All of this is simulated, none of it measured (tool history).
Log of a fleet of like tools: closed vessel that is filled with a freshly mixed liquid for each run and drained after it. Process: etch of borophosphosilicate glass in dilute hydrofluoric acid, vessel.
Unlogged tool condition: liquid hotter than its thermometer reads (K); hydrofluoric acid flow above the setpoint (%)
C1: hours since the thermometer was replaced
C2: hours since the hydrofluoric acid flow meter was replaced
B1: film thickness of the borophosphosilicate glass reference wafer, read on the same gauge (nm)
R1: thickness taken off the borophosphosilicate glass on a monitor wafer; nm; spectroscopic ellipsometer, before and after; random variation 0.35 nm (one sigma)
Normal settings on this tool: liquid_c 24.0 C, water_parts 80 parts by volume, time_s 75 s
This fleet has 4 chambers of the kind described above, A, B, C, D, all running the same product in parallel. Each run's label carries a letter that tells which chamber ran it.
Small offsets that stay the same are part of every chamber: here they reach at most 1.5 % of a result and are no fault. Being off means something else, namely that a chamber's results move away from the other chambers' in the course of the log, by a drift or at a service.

run 1C hour=3.3 | liquid_c=24.0 water_parts=80 time_s=75 | C1=317.4 C2=1420.0 | B1=129.99 | R1=37.247
run 2B hour=6.4 | liquid_c=24.0 water_parts=80 time_s=75 | C1=234.7 C2=165.3 | B1=130.00 | R1=36.936
run 3D hour=10.5 | liquid_c=24.0 water_parts=80 time_s=75 | C1=2092.9 C2=1044.2 | B1=130.00 | R1=37.136
run 4A hour=16.8 | liquid_c=24.0 water_parts=80 time_s=75 | C1=146.1 C2=648.7 | B1=129.99 | R1=37.040
run 5B hour=21.9 | liquid_c=24.0 water_parts=55 time_s=40 | C1=250.2 C2=180.8 | B1=129.98 | R1=29.755
run 6D hour=27.7 | liquid_c=24.0 water_parts=55 time_s=40 | C1=2110.1 C2=1061.4 | B1=130.00 | R1=30.591
run 7C hour=31.9 | liquid_c=24.0 water_parts=55 time_s=40 | C1=346.0 C2=1448.6 | B1=129.98 | R1=29.178
run 8A hour=36.0 | liquid_c=24.0 water_parts=55 time_s=40 | C1=165.3 C2=667.9 | B1=130.01 | R1=29.759
run 9B hour=40.1 | liquid_c=29.0 water_parts=80 time_s=115 | C1=268.4 C2=199.0 | B1=129.99 | R1=70.136
run 10D hour=46.2 | liquid_c=29.0 water_parts=80 time_s=115 | C1=2128.6 C2=1079.9 | B1=129.99 | R1=69.879
run 11C hour=52.4 | liquid_c=29.0 water_parts=80 time_s=115 | C1=366.5 C2=1469.1 | B1=129.98 | R1=67.560
run 12A hour=57.8 | liquid_c=29.0 water_parts=80 time_s=115 | C1=187.1 C2=689.7 | B1=130.01 | R1=70.663
run 13A hour=63.4 | liquid_c=24.0 water_parts=80 time_s=75 | C1=192.7 C2=695.3 | B1=129.99 | R1=37.399
run 14B hour=67.4 | liquid_c=20.0 water_parts=115 time_s=75 | C1=295.7 C2=226.3 | B1=130.03 | R1=21.171
run 15D hour=73.8 | liquid_c=20.0 water_parts=115 time_s=75 | C1=2156.2 C2=1107.5 | B1=129.99 | R1=21.110
run 16C hour=79.5 | liquid_c=20.0 water_parts=115 time_s=75 | C1=393.6 C2=1496.2 | B1=130.01 | R1=20.972
-- hour=83.2 chamber C: hydrofluoric acid flow meter replaced
run 17C hour=84.4 | liquid_c=20.0 water_parts=115 time_s=75 | C1=398.5 C2=1.2 | B1=130.02 | R1=20.732
run 18D hour=87.8 | liquid_c=24.0 water_parts=80 time_s=75 | C1=2170.2 C2=1121.5 | B1=130.03 | R1=36.960
run 19B hour=94.2 | liquid_c=24.0 water_parts=80 time_s=75 | C1=322.5 C2=253.1 | B1=130.00 | R1=37.239
run 20A hour=98.1 | liquid_c=24.0 water_parts=80 time_s=75 | C1=227.4 C2=730.0 | B1=129.98 | R1=38.390
run 21B hour=104.6 | liquid_c=24.0 water_parts=80 time_s=75 | C1=332.9 C2=263.5 | B1=129.99 | R1=37.243
run 22D hour=108.4 | liquid_c=24.0 water_parts=80 time_s=75 | C1=2190.8 C2=1142.1 | B1=129.99 | R1=37.668
run 23A hour=114.8 | liquid_c=24.0 water_parts=80 time_s=75 | C1=244.1 C2=746.7 | B1=130.01 | R1=38.906
run 24C hour=118.0 | liquid_c=24.0 water_parts=80 time_s=75 | C1=432.1 C2=34.8 | B1=130.00 | R1=36.884
run 25A hour=121.3 | liquid_c=28.5 water_parts=110 time_s=75 | C1=250.6 C2=753.2 | B1=129.98 | R1=33.451
run 26C hour=126.8 | liquid_c=28.5 water_parts=110 time_s=75 | C1=440.9 C2=43.6 | B1=129.99 | R1=30.197
run 27D hour=130.0 | liquid_c=28.5 water_parts=110 time_s=75 | C1=2212.4 C2=1163.7 | B1=130.01 | R1=31.045
run 28B hour=132.8 | liquid_c=28.5 water_parts=110 time_s=75 | C1=361.1 C2=291.7 | B1=130.05 | R1=31.201
run 29B hour=137.0 | liquid_c=24.0 water_parts=80 time_s=75 | C1=365.3 C2=295.9 | B1=129.98 | R1=36.877
run 30D hour=142.3 | liquid_c=24.0 water_parts=80 time_s=75 | C1=2224.7 C2=1176.0 | B1=129.99 | R1=37.333
run 31A hour=147.0 | liquid_c=24.0 water_parts=80 time_s=75 | C1=276.3 C2=778.9 | B1=129.96 | R1=39.327

What goes on in this fleet: one chamber off, a drifting gauge, or nothing beyond the chambers' own small offsets? Name the chamber and the cause, if any.

Little by little, chamber A moves away from the other chambers.
What lies behind it: hydrofluoric acid flow above the setpoint (%) = 7.57.
From this log alone, it may not be told apart from: liquid hotter than its thermometer reads (K).

Here are 4 candidates for chamber A's next run, each the usual settings with a change, their results left as question marks. Which one brings its results back in line with what the others give on the usual settings?
A result is in line if it is within this distance of the other chambers' mean on the usual settings: R1 1.300 nm
run 32A-1 hour=151.7 | liquid_c=24.0 water_parts=80 time_s=70 | R1=?
run 32A-2 hour=151.7 | liquid_c=24.0 water_parts=85 time_s=70 | R1=?
run 32A-3 hour=151.7 | liquid_c=24.0 water_parts=75 time_s=80 | R1=?
run 32A-4 hour=151.7 | liquid_c=24.0 water_parts=80 time_s=80 | R1=?

What the other chambers average on the usual settings: R1 37.068 nm
run=32A-1 R1=37.405
run=32A-2 R1=35.000
run=32A-3 R1=45.865
run=32A-4 R1=42.748
The answer is 32A-1, which returns the chamber to within the allowed miss of the others.
